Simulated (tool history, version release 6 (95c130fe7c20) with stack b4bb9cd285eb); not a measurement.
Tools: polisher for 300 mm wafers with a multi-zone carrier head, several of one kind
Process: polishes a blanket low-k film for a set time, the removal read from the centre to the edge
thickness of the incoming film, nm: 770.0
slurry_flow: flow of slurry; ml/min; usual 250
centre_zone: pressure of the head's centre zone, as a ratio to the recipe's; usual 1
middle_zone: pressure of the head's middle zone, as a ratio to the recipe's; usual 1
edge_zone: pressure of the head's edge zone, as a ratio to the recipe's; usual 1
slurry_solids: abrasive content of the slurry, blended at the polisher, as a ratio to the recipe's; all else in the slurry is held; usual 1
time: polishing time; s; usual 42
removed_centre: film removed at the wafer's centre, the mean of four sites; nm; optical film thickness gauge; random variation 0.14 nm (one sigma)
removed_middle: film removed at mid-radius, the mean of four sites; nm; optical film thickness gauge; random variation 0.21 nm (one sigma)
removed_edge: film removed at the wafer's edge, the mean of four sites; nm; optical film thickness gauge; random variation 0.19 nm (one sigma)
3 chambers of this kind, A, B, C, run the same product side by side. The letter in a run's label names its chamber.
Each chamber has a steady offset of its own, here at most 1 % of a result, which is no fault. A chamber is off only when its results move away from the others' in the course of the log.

run   hour  slurry_flow  centre_zone  middle_zone  edge_zone  slurry_solids  time  wafers polished on this pad  hours since the slurry nozzle was cleaned  hours since the centre zone pressure was calibrated  hours since the edge zone pressure was calibrated  removed_centre  removed_middle  removed_edge
 1C    4.9          250            1            1          1              1    42                          310                                      508.4                                                  774                                              372.8          17.817          17.912        17.377
 2B   11.1          250            1            1          1              1    42                          936                                        145                                                 35.3                                              618.5          17.823          17.738        17.368
 3A   17.5          250            1            1          1              1    42                          583                                      499.4                                                116.3                                             1253.4          17.542          17.823        17.824
 4C   26.2          250            1            1          1              1    42                          525                                      529.7                                                795.3                                              394.1          17.841          17.482        17.617
 5B   32.7          250            1            1          1              1    33                         1154                                      166.6                                                 56.9                                              640.1          13.926           13.98        13.869
 6A   40.3          250            1            1          1              1    33                          813                                      522.2                                                139.1                                             1276.2          13.991          14.094        13.942
      40.4  -- chamber B: worn pad replaced by a new one
 7B   46.5          250            1            1          1              1    33                           61                                      180.4                                                 70.7                                              653.9          14.022          13.624        13.745
 8A   51.2          250            1            1          1              1    42                          923                                      533.1                                                  150                                             1287.1           17.74          17.783        17.645
 9C   58.1          250            1            1          1              1    42                          848                                      561.6                                                827.2                                                426          17.785          17.755        17.804
      60.3  -- chamber A: edge zone pressure recalibrated
10B   65.1          250            1            1          1              1    42                          249                                        199                                                 89.3                                              672.5          17.597          17.964        17.508
      68.3  -- chamber A: worn pad replaced by a new one
        72  -- chamber C: worn pad replaced by a new one
11A   73.3          250            1            1          1              1    42                           51                                      555.2                                                172.1                                               13.1          17.784          17.598        17.605
12C   80.6          250            1            1          1              1    42                           87                                      584.1                                                849.7                                              448.5          17.759          17.913        17.496
13B   84.8          250            1            1          1              1    42                          448                                      218.7                                                  109                                              692.2          17.584          17.766        18.009
      86.7  -- chamber C: slurry nozzle cleaned
14C   91.9          250            1            1          1              1    42                          201                                        5.2                                                  861                                              459.8          17.842          17.734        17.909
15A   99.3          250            1            1          1              1    42                          314                                      581.2                                                198.1                                               39.1          17.826          17.301        17.741
16B  104.4          250            1            1          1              1    42                          647                                      238.3                                                128.6                                              711.8          17.699          17.602        17.462
17A  111.3          250            1            1          1              1    42                          435                                      593.2                                                210.1                                               51.1          17.523          17.572        17.616
18C    116          250            1            1          1              1    42                          445                                       29.3                                                885.1                                              483.9          18.008          17.883         17.25
19A  120.3          250            1         1.08          1              1    34                          526                                      602.2                                                219.1                                               60.1          14.339          15.434        14.481
20C  127.1          250            1         1.08          1              1    34                          557                                       40.4                                                896.2                                                495          14.668           15.08        14.184
21B  131.5          250            1         1.08          1              1    34                          921                                      265.4                                                155.7                                              738.9          14.474           15.51        14.258
22C  137.3          250            1            1          1              1    42                          660                                       50.6                                                906.4                                              505.2          17.886           17.35        17.814
23B    146          250            1            1          1              1    55                         1067                                      279.9                                                170.2                                              753.4          23.228          22.966        23.548
24A  150.8          250            1            1          1              1    55                          834                                      632.7                                                249.6                                               90.6          23.081          23.059        23.197
25C  156.6          250            1            1          1              1    55                          855                                       69.9                                                925.7                                              524.5          23.201          23.276        23.162
26B  163.3          250            1            1          1              1    42                         1242                                      297.2                                                187.5                                              770.7          17.649          17.426        17.715
     168.8  -- chamber A: slurry nozzle cleaned
27A  172.1          250            1            1          1              1    42                         1050                                        3.3                                                270.9                                              111.9            17.8          17.425        17.899
     172.6  -- chamber B: slurry nozzle cleaned
     179.9  -- chamber C: worn pad replaced by a new one
28B    180          250            1            1          1              1    42                         1411                                        7.5                                                204.2                                              787.4          17.736          17.516        17.966
29C  186.4          250            1            1          1              1    42                           66                                       99.7                                                955.5                                              554.3          17.706          17.558        17.617
     190.6  -- chamber B: worn pad replaced by a new one
30A  190.8          250            1            1          1              1    42                         1239                                         22                                                289.6                                              130.6          17.636          17.402         18.03
     199.3  -- chamber A: worn pad replaced by a new one
31B  199.6          250            1            1          1              1    42                           91                                       27.1                                                223.8                                                807          17.587          17.624        17.971
32C  205.2          250            1            1          1              1    42                          256                                      118.5                                                974.3                                              573.1          17.962          17.894        17.714
33A    213          250            1            1          1              1    42                          139                                       44.2                                                311.8                                              152.8          17.866           17.85        17.641
34C  218.7          250            1            1          1              1    42                          392                                        132                                                987.8                                              586.6           17.97          17.559        17.698
35A  223.6          250            1            1          1              1    42                          246                                       54.8                                                322.4                                              163.4          17.683          17.845        17.836
36B    228          250            1            1          1              1    42                          379                                       55.5                                                252.2                                              835.4          17.488          17.683        17.585
37A  236.9          250            1            1          1              1    42                          381                                       68.1                                                335.7                                              176.7          17.749           17.68        17.952
38B  243.5          250            1            1          1              1    42                          535                                         71                                                267.7                                              850.9          17.859          17.576        17.404

All 3 chambers run these settings next. Forecast each chamber's results:
39A  249.9          250         0.93            1          1              1    42                                                                                                                                                                                               ?               ?             ?
39B  249.9          250         0.93            1          1              1    42                                                                                                                                                                                               ?               ?             ?
39C  249.9          250         0.93            1          1              1    42                                                                                                                                                                                               ?               ?             ?

run  removed_centre  removed_middle  removed_edge
39A          16.468          17.671        17.661
39B          16.366          17.484        17.727
39C          16.571          17.834         18.09
